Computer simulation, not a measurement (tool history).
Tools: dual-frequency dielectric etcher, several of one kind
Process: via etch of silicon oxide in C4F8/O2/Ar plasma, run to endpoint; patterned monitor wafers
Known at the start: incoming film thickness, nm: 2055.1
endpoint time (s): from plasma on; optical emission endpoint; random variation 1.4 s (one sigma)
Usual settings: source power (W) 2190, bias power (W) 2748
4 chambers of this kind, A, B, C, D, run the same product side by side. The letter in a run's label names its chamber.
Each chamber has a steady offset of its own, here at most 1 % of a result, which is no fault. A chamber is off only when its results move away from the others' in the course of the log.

run,hour,source power (W),bias power (W),hours since the last wet clean,hours since the last source power generator calibration,hours since the last bias power generator calibration,endpoint time (s)
1D,8.2,2190,2748,177.5,999.4,1068.6,357.00
2B,17.3,2190,2748,183.3,2731.5,2710.9,356.98
3C,24.3,2190,2748,139.3,2212.7,1011.2,352.52
4A,32.8,2190,2748,368.8,953.0,995.9,350.86
5C,41.5,2190,2748,156.5,2229.9,1028.4,353.43
6D,49.5,2190,2748,218.8,1040.7,1109.9,357.80
7B,55.6,2190,2748,221.6,2769.8,2749.2,357.16
8A,66.8,2650,3273,402.8,987.0,1029.9,310.17
9C,73.9,2650,3273,188.9,2262.3,1060.8,313.48
10A,80.8,2650,3273,416.8,1001.0,1043.9,310.00
11B,86.5,2650,3273,252.5,2800.7,2780.1,315.60
12D,98.7,2190,2748,268.0,1089.9,1159.1,358.17
13C,104.8,2190,2400,219.8,2293.2,1091.7,365.18
14D,115.9,2190,2400,285.2,1107.1,1176.3,372.38
15B,127.1,2190,2400,293.1,2841.3,2820.7,372.90
16A,137.7,2190,2400,473.7,1057.9,1100.8,366.77
17D,148.9,2190,2748,318.2,1140.1,1209.3,357.09
# hour 156.4: chamber A: wet clean of the chamber
18A,157.6,2190,2748,1.3,1077.8,1120.7,353.91
19B,166.2,2190,2748,332.2,2880.4,2859.8,358.39
20C,177.1,2190,2748,292.1,2365.5,1164.0,356.82
21D,183.5,2190,2748,352.8,1174.7,1243.9,351.62
22B,192.7,2190,2748,358.7,2906.9,2886.3,356.06
23A,204.0,2190,2748,47.7,1124.2,1167.1,353.26
24C,209.5,2190,2748,324.5,2397.9,1196.4,354.76
25A,221.0,2190,2748,64.7,1141.2,1184.1,352.57
26B,232.4,2190,2748,398.4,2946.6,2926.0,360.32
27D,240.2,2190,2748,409.5,1231.4,1300.6,353.48
28C,251.4,2190,2748,366.4,2439.8,1238.3,354.62
29C,261.0,2190,2748,376.0,2449.4,1247.9,354.82
30D,267.1,2190,2748,436.4,1258.3,1327.5,348.71
31A,277.7,2190,2748,121.4,1197.9,1240.8,351.69
32B,285.5,2190,2748,451.5,2999.7,2979.1,360.01
33D,297.2,2190,2748,466.5,1288.4,1357.6,345.14
34C,308.2,2190,2748,423.2,2496.6,1295.1,356.54
35A,315.0,2190,2748,158.7,1235.2,1278.1,353.98
36B,327.3,2190,2748,493.3,3041.5,3020.9,355.97

Next, every chamber runs the same settings. What will each give?
37A,336.2,2190,2748,,,,?
37B,336.2,2190,2748,,,,?
37C,336.2,2190,2748,,,,?
37D,336.2,2190,2748,,,,?

run,endpoint time (s)
37A,352.06
37B,360.45
37C,355.45
37D,346.59
